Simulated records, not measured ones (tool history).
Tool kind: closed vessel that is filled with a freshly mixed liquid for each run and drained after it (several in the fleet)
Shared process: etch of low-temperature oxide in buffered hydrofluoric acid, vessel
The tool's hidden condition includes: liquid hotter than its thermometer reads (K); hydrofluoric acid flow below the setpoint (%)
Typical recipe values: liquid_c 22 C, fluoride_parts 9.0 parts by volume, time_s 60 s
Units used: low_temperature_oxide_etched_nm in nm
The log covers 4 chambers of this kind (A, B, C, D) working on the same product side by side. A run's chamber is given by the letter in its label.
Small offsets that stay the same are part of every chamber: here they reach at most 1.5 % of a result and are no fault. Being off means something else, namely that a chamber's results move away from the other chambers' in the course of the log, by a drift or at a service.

run   hour  liquid_c  fluoride_parts  time_s  hours since the thermometer was replaced  hours since the hydrofluoric acid flow meter was replaced  read-back film thickness of the low-temperature oxide reference wafer, read on the same gauge (nm)  low_temperature_oxide_etched_nm
 1B    7.4        22             9.0      60                                     537.5                                                      550.2                                                                                              80.030                          208.790
 2A   18.1        22             9.0      60                                     220.9                                                      189.6                                                                                              79.987                          209.730
 3C   31.3        22             9.0      60                                    2738.4                                                      816.3                                                                                              79.987                          210.270
 4D   42.1        22             9.0      60                                    3012.3                                                      268.7                                                                                              79.980                          212.150
 5B   56.3        22             9.0      60                                     586.4                                                      599.1                                                                                              80.027                          209.750
      62.7  -- chamber C: thermometer replaced
 6C   63.0        22             9.0      60                                       0.3                                                      848.0                                                                                              80.027                          210.670
 7D   76.2        22             9.0      60                                    3046.4                                                      302.8                                                                                              80.033                          209.790
 8A   89.3        22             9.0      60                                     292.1                                                      260.8                                                                                              79.984                          214.000
 9D  100.8        22             9.0      60                                    3071.0                                                      327.4                                                                                              79.976                          209.470
10A  113.4        22             9.0      60                                     316.2                                                      284.9                                                                                              79.981                          215.290
     117.8  -- chamber B: hydrofluoric acid flow meter replaced
11C  126.4        22             9.0      60                                      63.7                                                      911.4                                                                                              80.000                          212.870
12B  136.7        22             9.0      60                                     666.8                                                       19.0                                                                                              80.038                          210.270
13A  146.7        22             9.0      60                                     349.5                                                      318.2                                                                                              80.001                          210.720
14D  159.7        22             9.0      60                                    3129.9                                                      386.3                                                                                              80.001                          206.690
15B  171.9        22             9.0      60                                     702.0                                                       54.2                                                                                              80.023                          206.940
16C  183.6        22             9.0      60                                     120.9                                                      968.6                                                                                              79.999                          209.420
17A  190.7        22             9.0      60                                     393.5                                                      362.2                                                                                              79.976                          211.170
18C  202.7        22             9.0      60                                     140.0                                                      987.7                                                                                              80.006                          210.670
19B  212.3        22            10.5      30                                     742.4                                                       94.6                                                                                              80.042                           93.975
20D  221.8        22            10.5      30                                    3192.0                                                      448.4                                                                                              79.995                           93.129
21C  230.7        22            10.5      30                                     168.0                                                     1015.7                                                                                              79.990                           94.650
22D  240.5        22            10.5      30                                    3210.7                                                      467.1                                                                                              79.998                           93.718
23B  253.1        22             9.0      60                                     783.2                                                      135.4                                                                                              80.006                          213.000
24A  266.8        22             9.0      60                                     469.6                                                      438.3                                                                                              79.979                          214.770
25A  281.7        22             9.0      60                                     484.5                                                      453.2                                                                                              80.013                          210.250
26D  293.2        22             9.0      60                                    3263.4                                                      519.8                                                                                              79.997                          208.050
27B  306.1        22             9.0      90                                     836.2                                                      188.4                                                                                              79.956                          316.660
     310.7  -- chamber D: thermometer replaced
28C  313.3        22             9.0      90                                     250.6                                                     1098.3                                                                                              79.984                          319.920
29A  326.6        22             9.0      90                                     529.4                                                      498.1                                                                                              80.005                          321.950
30D  335.6        22             9.0      90                                      25.0                                                      562.2                                                                                              80.010                          311.880
31B  345.6        22             9.0      60                                     875.7                                                      227.9                                                                                              79.978                          211.320
32C  355.5        22             9.0      60                                     292.8                                                     1140.5                                                                                              80.033                          210.090
33C  367.7        22             9.0      60                                     305.0                                                     1152.7                                                                                              79.997                          212.990
34D  382.7        22            10.0      45                                      72.1                                                      609.3                                                                                              79.996                          146.130
35A  396.0        22            10.0      45                                     598.8                                                      567.5                                                                                              79.975                          148.540
36B  405.2        22            10.0      45                                     935.3                                                      287.5                                                                                              79.991                          147.020
37C  418.0        22            10.0      45                                     355.3                                                     1203.0                                                                                              79.965                          149.500
38B  426.5        22             9.0      60                                     956.6                                                      308.8                                                                                              79.980                          206.940

Is one chamber out of step, is the gauge drifting, or do the chambers differ by no more than their own small offsets? For an off chamber, give its letter and the likeliest cause.

No chamber is off and the gauge is stable; the differences are just each chamber's small, constant offset.
